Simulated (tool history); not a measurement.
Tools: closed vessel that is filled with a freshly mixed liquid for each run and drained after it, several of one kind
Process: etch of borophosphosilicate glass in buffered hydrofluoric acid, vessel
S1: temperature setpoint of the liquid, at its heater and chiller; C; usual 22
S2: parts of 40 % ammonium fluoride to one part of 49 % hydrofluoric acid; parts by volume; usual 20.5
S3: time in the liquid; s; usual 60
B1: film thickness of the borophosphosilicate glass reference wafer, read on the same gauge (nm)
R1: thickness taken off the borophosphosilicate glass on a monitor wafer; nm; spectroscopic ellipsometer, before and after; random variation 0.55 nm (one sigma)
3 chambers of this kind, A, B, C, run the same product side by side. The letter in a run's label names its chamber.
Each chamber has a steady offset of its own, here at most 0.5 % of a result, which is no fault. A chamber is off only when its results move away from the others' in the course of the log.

run	hour	S1	S2	S3	B1	R1
1A	13	22	20.5	60	39.986	94.887
2B	20.4	22	20.5	60	40.008	93.638
3C	30.3	22	20.5	60	39.994	95.567
4A	43.9	22	20.5	60	40.011	94.568
5C	54.7	22	20.5	60	39.983	94.9
6B	67.3	22	20.5	50	40.009	78.095
7C	79.9	22	20.5	50	39.96	78.184
8B	95.8	22	20.5	50	39.986	77.829
9A	111.8	24.5	20.5	50	40.001	89.003
10B	121.8	24.5	20.5	50	40.002	89.856
11A	135.2	24.5	20.5	50	40.007	87.936
12C	143.2	22	20.5	60	39.977	94.025
13C	150.7	22	20.5	60	39.998	94.781
14A	159.1	22	20.5	60	39.996	92.972
15B	166.4	22	20.5	85	40.016	132.8
16B	179.6	22	20.5	85	39.998	132.37
17C	190.1	22	20.5	85	40.017	132.5
18A	201.9	22	20.5	60	40.006	93.032
19B	213.1	22	20.5	60	40	93.497
20C	223.8	22	20.5	60	39.983	94.393
21A	238.8	22	20.5	60	39.986	91.388
22C	255.1	22	20.5	60	40.006	93.916
23A	267.2	22	20.5	60	39.976	91.02
24B	278.5	22	20.5	60	40.003	92.565
25A	287.7	22	20.5	60	39.975	90.863
26B	297.1	22	20.5	60	39.998	92.894
27C	306.8	22	20.5	60	39.985	94.383
28A	321.8	22	20.5	60	40.014	90.913
29B	329	24	20.5	85	40.019	149.27
# hour 333.8: chamber C: hydrofluoric acid flow meter replaced
30C	343.3	24	20.5	85	40.015	149.64
31C	353.7	24	20.5	85	39.984	148.05
32A	368.9	20.5	20.5	60	40.003	82.165
33B	385.2	20.5	20.5	60	39.974	86.291
34B	396.3	20.5	20.5	60	39.984	87.064
35A	409.9	22	20.5	60	39.977	89.649
36C	421.1	22	20.5	60	39.983	94.37

All 3 chambers run these settings next. Forecast each chamber's results:
37A	432.8	22	13	60		?
37B	432.8	22	13	60		?
37C	432.8	22	13	60		?

run	R1
37A	135.14
37B	146.43
37C	147.54

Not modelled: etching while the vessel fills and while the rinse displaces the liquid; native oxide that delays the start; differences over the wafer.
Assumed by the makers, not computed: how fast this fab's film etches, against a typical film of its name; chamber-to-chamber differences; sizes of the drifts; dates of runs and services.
